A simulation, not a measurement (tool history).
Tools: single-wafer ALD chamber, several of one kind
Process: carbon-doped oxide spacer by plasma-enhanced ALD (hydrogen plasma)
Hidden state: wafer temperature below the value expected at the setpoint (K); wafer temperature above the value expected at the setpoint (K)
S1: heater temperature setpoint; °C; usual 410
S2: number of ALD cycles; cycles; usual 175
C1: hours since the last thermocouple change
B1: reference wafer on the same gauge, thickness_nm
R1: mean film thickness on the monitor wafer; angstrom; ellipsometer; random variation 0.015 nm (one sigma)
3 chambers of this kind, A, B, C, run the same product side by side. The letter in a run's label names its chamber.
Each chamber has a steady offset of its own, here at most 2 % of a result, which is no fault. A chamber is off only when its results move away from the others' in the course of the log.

run    day   S1   S2      C1      B1      R1
 1B  0.154  410  175  2219.2  7.5594  84.442
 2C  0.308  410  175      45  7.5591  86.305
 3A  0.558  410  175  1118.1  7.5537  85.018
 4B  0.812  410  175    2235  7.5518  84.272
 5A  1.067  410  175  1130.3  7.5504  84.909
 6C  1.308  410  175      69  7.5492  85.986
     1.412  -- chamber A: thermocouple changed; heater temperature recalibrated
 7A  1.504  410  175     2.2  7.5467  84.608
 8B  1.754  410  175  2257.6   7.543  84.344
 9C  2.021  410  175    86.1  7.5393  86.321
10C   2.25  410  175    91.6  7.5378  86.029
11B  2.492  410  175  2275.3  7.5386  84.088
12A  2.688  410  175    30.6   7.535  84.535
13B   2.85  410  175  2283.9  7.5337  84.349
14A  3.042  410  175    39.1  7.5373  84.767
15C  3.275  410  175   116.2  7.5283  85.634
16C  3.442  410  175   120.2  7.5266  85.773
17B  3.704  410  175  2304.4  7.5277    84.1
18A  3.896  410  175    59.6  7.5267  84.199
19B  4.171  410  175  2315.6  7.5238  84.076
20C  4.312  410  175   141.1  7.5221   85.57
21A   4.45  418  175    72.9  7.5207  82.446
22C  4.596  418  175   147.9  7.5173  83.532
23A  4.783  418  175    80.9  7.5215  82.329
24B  5.046  420  149  2336.6  7.5151   69.35
25A  5.321  420  149    93.8  7.5126  69.391
26B  5.475  420  149  2346.9  7.5097   69.38
27C  5.658  410  175   173.4  7.5098  85.782
28A  5.838  410  175   106.2  7.5043   84.43

Is one chamber off against the others, does the gauge drift, or is nothing wrong? If a chamber is off, say which, and what the likeliest cause is.

The gauge drifts, so all chambers seem to drift together. No chamber is off.
Cause: gauge reads low (%) = 0.712.

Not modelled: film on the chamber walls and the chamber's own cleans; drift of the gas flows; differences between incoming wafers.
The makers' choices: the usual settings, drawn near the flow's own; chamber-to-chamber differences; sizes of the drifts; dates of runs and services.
